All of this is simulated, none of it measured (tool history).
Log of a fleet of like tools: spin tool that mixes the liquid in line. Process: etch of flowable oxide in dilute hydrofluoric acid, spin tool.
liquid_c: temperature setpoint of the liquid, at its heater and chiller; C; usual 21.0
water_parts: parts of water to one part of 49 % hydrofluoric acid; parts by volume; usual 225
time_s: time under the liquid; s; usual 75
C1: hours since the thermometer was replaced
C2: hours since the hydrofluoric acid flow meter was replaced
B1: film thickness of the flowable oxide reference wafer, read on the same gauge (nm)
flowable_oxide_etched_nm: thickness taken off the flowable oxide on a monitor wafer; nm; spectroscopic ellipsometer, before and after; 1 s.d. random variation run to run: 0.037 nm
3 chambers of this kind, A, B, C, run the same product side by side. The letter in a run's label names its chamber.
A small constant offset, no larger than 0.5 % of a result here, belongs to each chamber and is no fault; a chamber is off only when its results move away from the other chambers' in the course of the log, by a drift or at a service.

Run 1C, hour 5.8: usual settings; C1 499.1; C2 442.7; B1 100.010. Result: flowable_oxide_etched_nm 6.6664 nm.
Run 2B, hour 12.5: usual settings; C1 511.5; C2 1067.1; B1 100.000. Result: flowable_oxide_etched_nm 6.6400 nm.
Run 3A, hour 17.6: usual settings; C1 1335.8; C2 493.1; B1 100.010. Result: flowable_oxide_etched_nm 6.7479 nm.
Run 4B, hour 27.3: usual settings; C1 526.3; C2 1081.9; B1 99.985. Result: flowable_oxide_etched_nm 6.6933 nm.
Run 5A, hour 34.8: usual settings; C1 1353.0; C2 510.3; B1 99.996. Result: flowable_oxide_etched_nm 6.7904 nm.
Run 6C, hour 41.7: usual settings; C1 535.0; C2 478.6; B1 100.020. Result: flowable_oxide_etched_nm 6.7197 nm.
Run 7A, hour 49.5: usual settings but liquid_c 25.0 C; C1 1367.7; C2 525.0; B1 99.962. Result: flowable_oxide_etched_nm 7.8703 nm.
Run 8B, hour 55.1: usual settings but liquid_c 25.0 C; C1 554.1; C2 1109.7; B1 100.010. Result: flowable_oxide_etched_nm 7.7984 nm.
Run 9C, hour 62.4: usual settings but liquid_c 25.0 C; C1 555.7; C2 499.3; B1 100.030. Result: flowable_oxide_etched_nm 7.8007 nm.
Run 10C, hour 68.1: usual settings; C1 561.4; C2 505.0; B1 99.990. Result: flowable_oxide_etched_nm 6.7073 nm.
Run 11B, hour 75.6: usual settings; C1 574.6; C2 1130.2; B1 99.993. Result: flowable_oxide_etched_nm 6.7686 nm.
Run 12A, hour 83.2: usual settings; C1 1401.4; C2 558.7; B1 99.999. Result: flowable_oxide_etched_nm 6.7962 nm.
Run 13C, hour 91.4: usual settings; C1 584.7; C2 528.3; B1 100.010. Result: flowable_oxide_etched_nm 6.7016 nm.
Run 14A, hour 96.9: usual settings; C1 1415.1; C2 572.4; B1 99.993. Result: flowable_oxide_etched_nm 6.7189 nm.
Run 15B, hour 105.3: usual settings; C1 604.3; C2 1159.9; B1 99.994. Result: flowable_oxide_etched_nm 6.6488 nm.
Run 16B, hour 114.5: usual settings; C1 613.5; C2 1169.1; B1 100.010. Result: flowable_oxide_etched_nm 6.7532 nm.
Run 17C, hour 123.8: usual settings but liquid_c 19.0 C; C1 617.1; C2 560.7; B1 100.020. Result: flowable_oxide_etched_nm 6.1894 nm.
Run 18A, hour 129.4: usual settings but liquid_c 19.0 C; C1 1447.6; C2 604.9; B1 100.030. Result: flowable_oxide_etched_nm 6.2690 nm.
Run 19C, hour 137.8: usual settings but liquid_c 19.0 C; C1 631.1; C2 574.7; B1 100.000. Result: flowable_oxide_etched_nm 6.1967 nm.
At hour 141.9: chamber B: thermometer replaced.
Run 20B, hour 145.7: usual settings; C1 3.8; C2 1200.3; B1 100.020. Result: flowable_oxide_etched_nm 6.6720 nm.
Run 21A, hour 154.8: usual settings; C1 1473.0; C2 630.3; B1 100.010. Result: flowable_oxide_etched_nm 6.7076 nm.
Run 22C, hour 163.4: usual settings; C1 656.7; C2 600.3; B1 100.000. Result: flowable_oxide_etched_nm 6.6857 nm.
Run 23A, hour 168.0: usual settings; C1 1486.2; C2 643.5; B1 99.993. Result: flowable_oxide_etched_nm 6.7737 nm.
Run 24B, hour 173.1: usual settings; C1 31.2; C2 1227.7; B1 99.999. Result: flowable_oxide_etched_nm 6.7268 nm.
Run 25A, hour 181.0: usual settings; C1 1499.2; C2 656.5; B1 99.964. Result: flowable_oxide_etched_nm 6.7923 nm.
Run 26B, hour 186.2: usual settings; C1 44.3; C2 1240.8; B1 99.989. Result: flowable_oxide_etched_nm 6.7308 nm.
Run 27C, hour 195.9: usual settings; C1 689.2; C2 632.8; B1 100.010. Result: flowable_oxide_etched_nm 6.7020 nm.
Run 28A, hour 200.7: usual settings; C1 1518.9; C2 676.2; B1 100.010. Result: flowable_oxide_etched_nm 6.7510 nm.
Run 29C, hour 208.2: usual settings; C1 701.5; C2 645.1; B1 99.983. Result: flowable_oxide_etched_nm 6.7053 nm.
Run 30B, hour 213.3: usual settings; C1 71.4; C2 1267.9; B1 100.010. Result: flowable_oxide_etched_nm 6.7855 nm.
Run 31B, hour 220.1: usual settings; C1 78.2; C2 1274.7; B1 100.010. Result: flowable_oxide_etched_nm 6.7443 nm.
Run 32A, hour 225.6: usual settings; C1 1543.8; C2 701.1; B1 100.010. Result: flowable_oxide_etched_nm 6.7698 nm.
Run 33C, hour 230.7: usual settings but liquid_c 24.5 C, time_s 110 s; C1 724.0; C2 667.6; B1 100.000. Result: flowable_oxide_etched_nm 11.2160 nm.
At hour 237.2: chamber C: thermometer replaced.
Run 34C, hour 239.8: usual settings but liquid_c 24.5 C, time_s 110 s; C1 2.7; C2 676.7; B1 99.989. Result: flowable_oxide_etched_nm 11.2720 nm.
Run 35B, hour 247.2: usual settings but liquid_c 24.5 C, time_s 110 s; C1 105.3; C2 1301.8; B1 100.000. Result: flowable_oxide_etched_nm 11.2860 nm.
Run 36A, hour 256.4: usual settings; C1 1574.6; C2 731.9; B1 100.030. Result: flowable_oxide_etched_nm 6.7464 nm.
Run 37C, hour 265.4: usual settings; C1 28.3; C2 702.3; B1 99.992. Result: flowable_oxide_etched_nm 6.7102 nm.

All chambers now run identical settings, listed one chamber a line with results as question marks. What results will each chamber show?
Run 38A, hour 272.6: usual settings but time_s 50 s. Result: flowable_oxide_etched_nm ?.
Run 38B, hour 272.6: usual settings but time_s 50 s. Result: flowable_oxide_etched_nm ?.
Run 38C, hour 272.6: usual settings but time_s 50 s. Result: flowable_oxide_etched_nm ?.

run  flowable_oxide_etched_nm
38A                    4.5276
38B                    4.4543
38C                    4.4724
